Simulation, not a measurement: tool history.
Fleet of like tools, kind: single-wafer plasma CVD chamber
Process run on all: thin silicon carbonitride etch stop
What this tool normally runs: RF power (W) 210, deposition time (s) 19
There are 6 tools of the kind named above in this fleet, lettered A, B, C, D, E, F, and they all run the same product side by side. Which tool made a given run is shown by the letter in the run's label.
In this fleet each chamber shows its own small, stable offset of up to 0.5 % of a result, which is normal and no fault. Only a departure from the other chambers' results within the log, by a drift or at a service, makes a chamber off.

run   hour  RF power (W)  deposition time (s)  read-back reference wafer on the same gauge, thickness_nm  mean film thickness on the monitor wafer (angstrom)
 1F      3           210                   19                                                     11.203                                               110.05
 2A    7.6           210                   19                                                     11.202                                               110.17
 3E   13.9           210                   19                                                     11.204                                               110.01
 4C   20.6           210                   19                                                     11.207                                                110.1
 5D   24.2           210                   19                                                     11.208                                               110.75
      27.4  -- chamber E: thermocouple changed; heater temperature recalibrated
 6B   29.4           210                   19                                                     11.205                                               109.76
 7A   33.6           210                   19                                                     11.215                                               110.01
 8E   37.4           235                   19                                                     11.212                                               114.02
 9B   41.9           235                   19                                                     11.212                                               113.17
10D   48.6           235                   19                                                      11.22                                               114.34
11F   53.4           235                   19                                                     11.219                                               114.29
12C   59.7           235                   19                                                     11.221                                               114.36
13A   65.6           235                   19                                                     11.221                                               114.28
14C   69.9           210                   19                                                     11.225                                               110.24
15E   76.6           210                   19                                                     11.232                                                110.2
16B   81.2           210                   19                                                     11.225                                               109.87
17F   86.8           210                   19                                                     11.228                                               110.38
18D     92           210                 22.6                                                     11.233                                               131.25
19A   96.5           210                 22.6                                                     11.236                                               131.31
20B  100.3           210                 22.6                                                     11.234                                               130.45
21F  106.1           210                 22.6                                                     11.234                                               131.28
22D  109.3           210                 22.6                                                     11.237                                               131.76
23C    113           210                 22.6                                                      11.24                                               131.72
24E  119.1           210                   19                                                      11.24                                               110.41
25B  122.6           210                   19                                                      11.24                                               110.04
26E  125.5           210                   19                                                     11.242                                               110.44
27A  128.7           210                   19                                                     11.246                                               110.85
28F  133.5           210                   19                                                     11.246                                               110.31
29D  138.5           210                   19                                                     11.249                                               110.66
30C  143.6           210                   19                                                     11.244                                               110.83
31E  147.7           210                   19                                                      11.25                                               110.56
32F    152           210                   19                                                      11.25                                               110.59
33B  155.5           210                   19                                                     11.252                                               110.17
34D  160.7           210                   19                                                     11.255                                               110.78
35C  165.8           210                   22                                                     11.258                                                128.4
36A  171.7           210                   22                                                     11.256                                               128.65
37C  176.9           210                   22                                                     11.262                                               128.06
38A  183.3           210                   22                                                     11.265                                                128.3

What goes on in this fleet: one chamber off, a drifting gauge, or nothing beyond the chambers' own small offsets? Name the chamber and the cause, if any.

Every chamber seems to shift together because the gauge that measures them all drifts; the chambers themselves are fine.
Cause: gauge reads high (%) = 0.58.
